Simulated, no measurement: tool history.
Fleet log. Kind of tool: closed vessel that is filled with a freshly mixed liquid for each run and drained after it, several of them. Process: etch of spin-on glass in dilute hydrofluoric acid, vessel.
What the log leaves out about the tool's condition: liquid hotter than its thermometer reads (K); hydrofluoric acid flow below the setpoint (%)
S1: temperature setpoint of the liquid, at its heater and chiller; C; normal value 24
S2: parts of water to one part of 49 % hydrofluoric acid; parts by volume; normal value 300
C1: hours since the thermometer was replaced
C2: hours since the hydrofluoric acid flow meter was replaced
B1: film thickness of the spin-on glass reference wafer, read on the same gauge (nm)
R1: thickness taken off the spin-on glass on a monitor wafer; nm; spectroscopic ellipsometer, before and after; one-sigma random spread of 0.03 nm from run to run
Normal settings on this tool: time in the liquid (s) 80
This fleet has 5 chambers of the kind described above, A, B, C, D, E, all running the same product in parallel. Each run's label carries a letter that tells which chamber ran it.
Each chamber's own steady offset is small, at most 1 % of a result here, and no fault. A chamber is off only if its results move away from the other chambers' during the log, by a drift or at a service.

run 1E day=0.458 | S1=24 S2=300 time_in_the_liquid_(s)=80 | C1=18.3 C2=654.9 | B1=49.995 | R1=9.3295
run 2B day=0.888 | S1=24 S2=300 time_in_the_liquid_(s)=80 | C1=130.8 C2=244.9 | B1=49.993 | R1=9.3071
run 3A day=1.442 | S1=24 S2=300 time_in_the_liquid_(s)=80 | C1=2640.5 C2=566.5 | B1=50.021 | R1=9.3917
run 4D day=1.975 | S1=24 S2=300 time_in_the_liquid_(s)=80 | C1=325.6 C2=361.3 | B1=49.962 | R1=9.3347
run 5C day=2.425 | S1=24 S2=300 time_in_the_liquid_(s)=80 | C1=2004.4 C2=93.8 | B1=50.031 | R1=9.4361
run 6A day=2.908 | S1=24 S2=300 time_in_the_liquid_(s)=80 | C1=2675.7 C2=601.7 | B1=49.986 | R1=9.3832
run 7C day=3.167 | S1=28 S2=300 time_in_the_liquid_(s)=80 | C1=2022.2 C2=111.6 | B1=49.994 | R1=10.8180
run 8B day=3.442 | S1=28 S2=300 time_in_the_liquid_(s)=80 | C1=192.1 C2=306.2 | B1=49.991 | R1=10.7030
run 9D day=3.888 | S1=28 S2=300 time_in_the_liquid_(s)=80 | C1=371.5 C2=407.2 | B1=49.997 | R1=10.7310
run 10E day=4.162 | S1=28 S2=300 time_in_the_liquid_(s)=80 | C1=107.2 C2=743.8 | B1=50.006 | R1=10.7550
run 11C day=4.462 | S1=28 S2=300 time_in_the_liquid_(s)=80 | C1=2053.3 C2=142.7 | B1=50.032 | R1=10.7130
run 12E day=4.754 | S1=24 S2=300 time_in_the_liquid_(s)=80 | C1=121.4 C2=758.0 | B1=49.961 | R1=9.3350
run 13B day=5.150 | S1=24 S2=300 time_in_the_liquid_(s)=80 | C1=233.1 C2=347.2 | B1=50.011 | R1=9.2937
run 14A day=5.433 | S1=24 S2=300 time_in_the_liquid_(s)=80 | C1=2736.3 C2=662.3 | B1=49.999 | R1=9.4035
run 15D day=5.988 | S1=24 S2=300 time_in_the_liquid_(s)=80 | C1=421.9 C2=457.6 | B1=50.013 | R1=9.3614
run 16E day=6.483 | S1=24 S2=300 time_in_the_liquid_(s)=80 | C1=162.9 C2=799.5 | B1=50.041 | R1=9.4310
run 17B day=6.962 | S1=24 S2=300 time_in_the_liquid_(s)=80 | C1=276.6 C2=390.7 | B1=50.030 | R1=9.2297
run 18D day=7.421 | S1=24 S2=300 time_in_the_liquid_(s)=80 | C1=456.3 C2=492.0 | B1=49.980 | R1=9.3217
-- day=7.438 chamber A: thermometer replaced
run 19A day=7.675 | S1=24 S2=300 time_in_the_liquid_(s)=80 | C1=5.7 C2=716.1 | B1=49.969 | R1=9.3818
run 20C day=7.954 | S1=24 S2=185 time_in_the_liquid_(s)=50 | C1=2137.1 C2=226.5 | B1=50.019 | R1=10.7470
run 21C day=8.454 | S1=24 S2=185 time_in_the_liquid_(s)=50 | C1=2149.1 C2=238.5 | B1=50.035 | R1=10.8160
run 22D day=8.900 | S1=24 S2=185 time_in_the_liquid_(s)=50 | C1=491.8 C2=527.5 | B1=50.000 | R1=10.6050
run 23A day=9.283 | S1=24 S2=185 time_in_the_liquid_(s)=50 | C1=44.3 C2=754.7 | B1=49.988 | R1=10.6240
run 24E day=9.600 | S1=24 S2=185 time_in_the_liquid_(s)=50 | C1=237.7 C2=874.3 | B1=50.050 | R1=10.8530
-- day=9.796 chamber A: hydrofluoric acid flow meter replaced
run 25B day=9.975 | S1=24 S2=300 time_in_the_liquid_(s)=80 | C1=348.9 C2=463.0 | B1=50.010 | R1=9.1709
run 26C day=10.371 | S1=24 S2=300 time_in_the_liquid_(s)=80 | C1=2195.1 C2=284.5 | B1=50.024 | R1=9.4221
run 27E day=10.662 | S1=24 S2=300 time_in_the_liquid_(s)=80 | C1=263.2 C2=899.8 | B1=49.970 | R1=9.3737
run 28B day=10.938 | S1=24 S2=300 time_in_the_liquid_(s)=105 | C1=372.0 C2=486.1 | B1=50.035 | R1=11.9740
run 29D day=11.479 | S1=24 S2=300 time_in_the_liquid_(s)=105 | C1=553.7 C2=589.4 | B1=49.961 | R1=12.2110
run 30A day=12.025 | S1=24 S2=300 time_in_the_liquid_(s)=105 | C1=110.1 C2=53.6 | B1=50.007 | R1=12.2840
run 31D day=12.496 | S1=24 S2=300 time_in_the_liquid_(s)=105 | C1=578.1 C2=613.8 | B1=50.013 | R1=12.2160
run 32B day=12.938 | S1=24 S2=300 time_in_the_liquid_(s)=105 | C1=420.0 C2=534.1 | B1=50.005 | R1=11.9240
run 33C day=13.283 | S1=24 S2=300 time_in_the_liquid_(s)=80 | C1=2265.0 C2=354.4 | B1=50.022 | R1=9.3708
run 34E day=13.667 | S1=24 S2=300 time_in_the_liquid_(s)=80 | C1=335.3 C2=971.9 | B1=49.994 | R1=9.3697
run 35A day=14.221 | S1=24 S2=300 time_in_the_liquid_(s)=80 | C1=162.8 C2=106.3 | B1=49.998 | R1=9.3170
run 36A day=14.550 | S1=24 S2=300 time_in_the_liquid_(s)=80 | C1=170.7 C2=114.2 | B1=49.982 | R1=9.3472
run 37C day=15.104 | S1=24 S2=300 time_in_the_liquid_(s)=80 | C1=2308.7 C2=398.1 | B1=49.985 | R1=9.3951

Each of the 5 chambers runs these same settings next. Fill in every chamber's results:
run 38A day=15.512 | S1=24 S2=300 time_in_the_liquid_(s)=110 | R1=?
run 38B day=15.512 | S1=24 S2=300 time_in_the_liquid_(s)=110 | R1=?
run 38C day=15.512 | S1=24 S2=300 time_in_the_liquid_(s)=110 | R1=?
run 38D day=15.512 | S1=24 S2=300 time_in_the_liquid_(s)=110 | R1=?
run 38E day=15.512 | S1=24 S2=300 time_in_the_liquid_(s)=110 | R1=?

run=38A R1=12.8250
run=38B R1=12.3430
run=38C R1=12.9110
run=38D R1=12.7890
run=38E R1=12.8650
